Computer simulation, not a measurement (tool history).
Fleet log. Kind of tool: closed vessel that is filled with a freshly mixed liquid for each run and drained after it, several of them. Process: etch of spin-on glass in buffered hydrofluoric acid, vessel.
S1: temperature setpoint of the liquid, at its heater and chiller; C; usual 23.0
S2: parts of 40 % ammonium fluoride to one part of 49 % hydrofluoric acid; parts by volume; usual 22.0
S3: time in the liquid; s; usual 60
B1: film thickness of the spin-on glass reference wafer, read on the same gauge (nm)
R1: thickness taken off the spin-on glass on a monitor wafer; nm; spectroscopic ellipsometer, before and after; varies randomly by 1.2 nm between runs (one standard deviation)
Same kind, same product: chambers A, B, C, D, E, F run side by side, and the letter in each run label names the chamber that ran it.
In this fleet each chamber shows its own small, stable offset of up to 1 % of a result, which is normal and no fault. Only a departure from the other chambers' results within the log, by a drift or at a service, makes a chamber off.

run   hour    S1    S2  S3      B1      R1
 1A   11.3  23.0  22.0  60  110.00  137.13
 2D   21.6  23.0  22.0  60  109.96  136.37
 3F   29.3  23.0  22.0  60  109.98  135.62
      30.2  -- chamber C: hydrofluoric acid flow meter replaced
      35.9  -- chamber F: hydrofluoric acid flow meter replaced
 4B   38.4  23.0  22.0  60  109.99  134.78
 5E   47.0  21.0  22.0  60  109.99  123.66
 6C   54.6  21.0  22.0  60  110.02  120.80
 7F   61.5  21.0  22.0  60  110.02  121.27
 8B   70.4  21.0  22.0  60  110.00  122.56
 9C   77.0  21.0  22.0  60  109.99  124.41
10A   82.5  21.0  22.0  60  110.01  122.07
11E   90.5  23.0  22.0  60  109.96  138.93
12D   97.2  23.0  22.0  60  109.98  136.81
13F  108.6  23.0  22.0  60  109.99  136.33
     118.0  -- chamber A: hydrofluoric acid flow meter replaced
14A  120.1  18.5  22.0  60  110.00  106.23
     123.0  -- chamber F: thermometer replaced
15C  127.9  18.5  22.0  60  110.00  105.12
16D  134.0  18.5  22.0  60  109.97  105.42
17B  141.9  18.5  22.0  60  109.99  107.20
18E  150.5  18.5  22.0  60  110.01  108.30
     157.0  -- chamber E: hydrofluoric acid flow meter replaced
19F  160.0  18.5  22.0  60  109.97  105.58
20D  166.1  23.0  22.0  60  109.99  135.96
21B  175.0  23.0  22.0  60  110.02  137.61
22A  186.0  23.0  22.0  60  110.02  136.31
23C  193.4  23.0  22.0  60  110.02  139.48
24E  201.2  23.0  22.0  60  110.00  136.39
25D  209.2  23.0  22.0  60  110.02  135.90
26B  219.3  23.0  22.0  60  109.99  137.31
27E  227.7  23.0  22.0  60  110.02  136.66
28A  237.5  23.0  22.0  60  109.98  135.77
29C  246.7  23.0  22.0  60  109.99  143.13
     247.5  -- chamber B: thermometer replaced
30F  252.1  23.0  22.0  60  110.01  135.74
31D  258.6  23.0  22.0  60  109.98  133.65
32A  269.5  23.0  22.0  60  110.01  137.76
33E  274.6  23.0  25.5  60  109.98  123.07
34F  283.9  23.0  25.5  60  110.03  121.58
35B  289.7  23.0  25.5  60  110.02  121.46
36C  300.5  23.0  25.5  60  110.00  132.88
37B  311.7  23.0  25.5  60  109.99  122.98
38C  322.3  23.0  25.5  60  109.97  134.75

All 6 chambers run these settings next. Forecast each chamber's results:
39A  330.7  23.0  22.0  45       ?
39B  330.7  23.0  22.0  45       ?
39C  330.7  23.0  22.0  45       ?
39D  330.7  23.0  22.0  45       ?
39E  330.7  23.0  22.0  45       ?
39F  330.7  23.0  22.0  45       ?

run      R1
39A  103.00
39B  102.07
39C  112.33
39D  101.32
39E  103.53
39F  100.50
